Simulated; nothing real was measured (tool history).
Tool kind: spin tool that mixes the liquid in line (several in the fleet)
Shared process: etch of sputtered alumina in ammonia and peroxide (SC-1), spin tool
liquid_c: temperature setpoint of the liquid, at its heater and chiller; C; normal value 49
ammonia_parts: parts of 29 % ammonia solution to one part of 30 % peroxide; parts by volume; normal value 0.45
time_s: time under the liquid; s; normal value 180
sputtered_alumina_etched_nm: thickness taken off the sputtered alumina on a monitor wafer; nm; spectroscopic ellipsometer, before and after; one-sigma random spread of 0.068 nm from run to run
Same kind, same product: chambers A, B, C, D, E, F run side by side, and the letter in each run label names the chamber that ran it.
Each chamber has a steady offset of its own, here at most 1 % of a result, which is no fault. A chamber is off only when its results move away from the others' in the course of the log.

run	day	liquid_c	ammonia_parts	time_s	read-back film thickness of the sputtered alumina reference wafer, read on the same gauge (nm)	sputtered_alumina_etched_nm
1E	0.542	49	0.45	180	49.992	7.6971
2A	0.858	49	0.45	180	50.022	7.4673
3C	1.338	49	0.45	180	50	7.7207
# day 1.633: chamber F: thermometer replaced
4B	1.75	49	0.45	180	50.007	7.5151
5F	2.367	49	0.45	180	49.999	7.6606
6D	2.983	49	0.45	180	49.992	7.6229
7E	3.508	49	0.45	180	50.004	7.6399
# day 3.579: chamber B: thermometer replaced
8B	3.779	49	0.45	180	49.982	7.6807
9D	4.35	49	0.45	180	50.004	7.5994
# day 4.462: chamber F: ammonia flow meter replaced
# day 4.554: chamber F: new drum of ammonia solution connected
10F	4.783	49	0.45	180	50.003	7.6295
11C	5.258	49	0.45	180	50.028	7.5732
12A	5.838	49	0.45	180	49.989	7.5898
13D	6.283	49	0.45	180	50.009	7.5824
14C	6.625	49	0.45	180	49.985	7.6642
15F	6.912	49	0.45	180	49.976	7.5784
16A	7.433	49	0.45	180	49.963	7.674
# day 7.471: chamber E: thermometer replaced
17E	7.7	49	0.55	235	50.01	10.201
# day 7.879: chamber E: heated supply line repaired
# day 8.071: chamber B: new drum of ammonia solution connected
# day 8.121: chamber C: ammonia flow meter replaced
18B	8.15	49	0.55	235	49.992	10.167
# day 8.321: chamber C: new drum of ammonia solution connected
19A	8.438	49	0.55	235	49.983	10.189
20D	8.871	49	0.55	235	50.001	9.96
21B	9.158	49	0.55	235	49.987	10.118
22F	9.458	49	0.55	235	50.015	10.215
23C	9.921	53.5	0.45	180	49.998	9.5556
24E	10.338	53.5	0.45	180	49.984	9.6898
25E	10.95	53.5	0.45	180	49.999	9.5272
26D	11.521	53.5	0.45	180	49.995	9.5198
27A	11.796	53.5	0.45	180	50.004	9.6878
28B	12.171	53.5	0.45	180	49.998	9.8469
29F	12.538	49	0.45	180	49.997	7.5897
30C	13.058	49	0.45	180	50.007	7.7029
# day 13.083: chamber A: new drum of ammonia solution connected
31B	13.588	49	0.45	180	49.987	7.6396
32C	14.025	49	0.45	180	49.983	7.6696
33E	14.35	49	0.45	180	50.019	7.6952
34F	14.892	49	0.45	180	50.017	7.5719
35A	15.342	49	0.45	180	50.005	7.4762
36D	15.912	49	0.45	180	49.979	7.2095

Is one chamber out of step, is the gauge drifting, or do the chambers differ by no more than their own small offsets? For an off chamber, give its letter and the likeliest cause.

One chamber, D, drifts off from the rest bit by bit.
Most likely cause: temperature lost on the way to the wafer (K) = 1.08.
The log might look much the same if the cause were instead: liquid colder than its thermometer reads (K).

Below are 4 candidate recipes for chamber D's next run, each the usual settings with a change, their results shown as question marks. Which of them brings D's results back in line with what the other chambers give on the usual settings?
Counts as in line when no further than this from what the other chambers average on the usual settings: sputtered_alumina_etched_nm 0.24 nm
37D-1	16.358	49.5	0.45	185		?
37D-2	16.358	47	0.45	180		?
37D-3	16.358	50	0.45	190		?
37D-4	16.358	49	0.25	180		?

On the usual settings, the other chambers give on average: sputtered_alumina_etched_nm 7.6286 nm
run	sputtered_alumina_etched_nm
37D-1	7.5924
37D-2	6.4346
37D-3	8.0172
37D-4	6.804
It is 37D-1 that realigns the chamber with its peers.

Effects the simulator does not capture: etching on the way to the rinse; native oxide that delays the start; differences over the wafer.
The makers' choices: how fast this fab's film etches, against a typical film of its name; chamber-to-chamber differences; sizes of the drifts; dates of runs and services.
